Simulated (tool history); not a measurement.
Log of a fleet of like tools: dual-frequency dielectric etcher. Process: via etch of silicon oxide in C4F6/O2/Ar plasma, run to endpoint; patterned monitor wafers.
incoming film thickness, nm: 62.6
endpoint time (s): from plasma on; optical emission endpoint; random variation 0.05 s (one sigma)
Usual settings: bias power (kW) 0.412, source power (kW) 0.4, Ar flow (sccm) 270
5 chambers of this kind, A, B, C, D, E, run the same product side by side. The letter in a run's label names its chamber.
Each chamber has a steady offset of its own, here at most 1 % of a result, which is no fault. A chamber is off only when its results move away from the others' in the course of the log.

run   hour  bias power (kW)  source power (kW)  Ar flow (sccm)  hours since the last wet clean  hours since the last bias power generator calibration  hours since the last source power generator calibration  hours since the last Ar flow controller change  endpoint time (s)
 1A    4.3            0.412                0.4             270                            45.8                                                  956.1                                                   2376.6                                          1447.5             14.678
 2B    7.6            0.412                0.4             270                           440.8                                                  212.1                                                   2623.4                                          1488.6             14.789
 3D   10.9            0.412                0.4             270                           113.4                                                 3433.9                                                   1594.8                                          4527.6             14.692
 4C   13.7            0.412                0.4             270                           377.8                                                 1374.6                                                     4249                                          3081.7             14.584
 5E   16.8            0.412                0.4             270                           529.6                                                 2349.1                                                    103.1                                           864.7             14.622
      17.5  -- chamber C: wet clean of the chamber
 6B     19            0.322                0.4             250                           452.2                                                  223.5                                                   2634.8                                            1500             15.909
 7A   22.1            0.322                0.4             250                            63.6                                                  973.9                                                   2394.4                                          1465.3             15.954
 8E   25.1            0.322                0.4             250                           537.9                                                 2357.4                                                    111.4                                             873             15.811
 9C     28            0.322                0.4             250                            10.6                                                 1388.9                                                   4263.3                                            3096              15.71
10D   30.1            0.322                0.4             250                           132.6                                                 3453.1                                                     1614                                          4546.8             15.924
11D   33.2            0.412                0.4             270                           135.7                                                 3456.2                                                   1617.1                                          4549.9             14.667
12B   35.9            0.412                0.4             270                           469.1                                                  240.4                                                   2651.7                                          1516.9             14.671
13A   38.3            0.412                0.4             270                            79.8                                                  990.1                                                   2410.6                                          1481.5              14.69
14C   41.5            0.412               0.49             270                            24.1                                                 1402.4                                                   4276.8                                          3109.5             13.419
15E   45.3            0.412               0.49             270                           558.1                                                 2377.6                                                    131.6                                           893.2             13.546
16D   49.4            0.412               0.49             270                           151.9                                                 3472.4                                                   1633.3                                          4566.1             13.587
17E   52.7            0.412               0.49             270                           565.5                                                   2385                                                      139                                           900.6             13.581
18A   55.8            0.412               0.49             270                            97.3                                                 1007.6                                                   2428.1                                            1499             13.583
      58.8  -- chamber E: wet clean of the chamber
19B   58.9            0.412                0.5             270                           492.1                                                  263.4                                                   2674.7                                          1539.9             13.478
20C   63.6            0.412                0.5             270                            46.2                                                 1424.5                                                   4298.9                                          3131.6             13.353
21C   67.7            0.412                0.5             270                            50.3                                                 1428.6                                                     4303                                          3135.7             13.423
22B     71            0.412                0.5             270                           504.2                                                  275.5                                                   2686.8                                            1552             13.544
23A   73.4            0.412                0.5             270                           114.9                                                 1025.2                                                   2445.7                                          1516.6             13.485
      75.9  -- chamber B: wet clean of the chamber
24D     78            0.412                0.4             270                           180.5                                                   3501                                                   1661.9                                          4594.7             14.683
25E   81.1            0.412                0.4             270                            22.3                                                 2413.4                                                    167.4                                             929             14.583
26A   85.5            0.412                0.4             270                             127                                                 1037.3                                                   2457.8                                          1528.7             14.621
27B   90.2            0.412                0.4             270                            14.4                                                  294.7                                                     2706                                          1571.2              14.69
28D   92.6            0.412                0.4             270                           195.1                                                 3515.6                                                   1676.5                                          4609.3             14.675
29E   97.1            0.412                0.4             270                            38.3                                                 2429.4                                                    183.4                                             945              14.65
30C   99.9            0.412                0.4             270                            82.5                                                 1460.8                                                   4335.2                                          3167.9             14.587
31D  104.7            0.412                0.4             270                           207.2                                                 3527.7                                                   1688.6                                          4621.4             14.648
32A  108.5            0.412                0.4             270                             150                                                 1060.3                                                   2480.8                                          1551.7             14.749
33B    111            0.412                0.4             270                            35.2                                                  315.5                                                   2726.8                                            1592             14.676
34E  113.6            0.412                0.4             270                            54.8                                                 2445.9                                                    199.9                                           961.5             14.551
35C  117.3            0.412                0.4             270                            99.9                                                 1478.2                                                   4352.6                                          3185.3             14.551
36E  121.1            0.412                0.4             270                            62.3                                                 2453.4                                                    207.4                                             969             14.659
37C  123.3            0.412                0.4             270                           105.9                                                 1484.2                                                   4358.6                                          3191.3             14.519
38D  125.7            0.412                0.4             270                           228.2                                                 3548.7                                                   1709.6                                          4642.4             14.657
39B  130.3            0.412                0.4             270                            54.5                                                  334.8                                                   2746.1                                          1611.3             14.762
40A    134            0.412                0.4             270                           175.5                                                 1085.8                                                   2506.3                                          1577.2               14.7
41D  137.3            0.412                0.4             270                           239.8                                                 3560.3                                                   1721.2                                            4654             14.728

All 5 chambers run these settings next. Forecast each chamber's results:
42A  140.7            0.412                0.4             270                                                                                                                                                                                                                  ?
42B  140.7            0.412                0.4             270                                                                                                                                                                                                                  ?
42C  140.7            0.412                0.4             270                                                                                                                                                                                                                  ?
42D  140.7            0.412                0.4             270                                                                                                                                                                                                                  ?
42E  140.7            0.412                0.4             270                                                                                                                                                                                                                  ?

run  endpoint time (s)
42A             14.791
42B             14.661
42C             14.603
42D             14.695
42E             14.525

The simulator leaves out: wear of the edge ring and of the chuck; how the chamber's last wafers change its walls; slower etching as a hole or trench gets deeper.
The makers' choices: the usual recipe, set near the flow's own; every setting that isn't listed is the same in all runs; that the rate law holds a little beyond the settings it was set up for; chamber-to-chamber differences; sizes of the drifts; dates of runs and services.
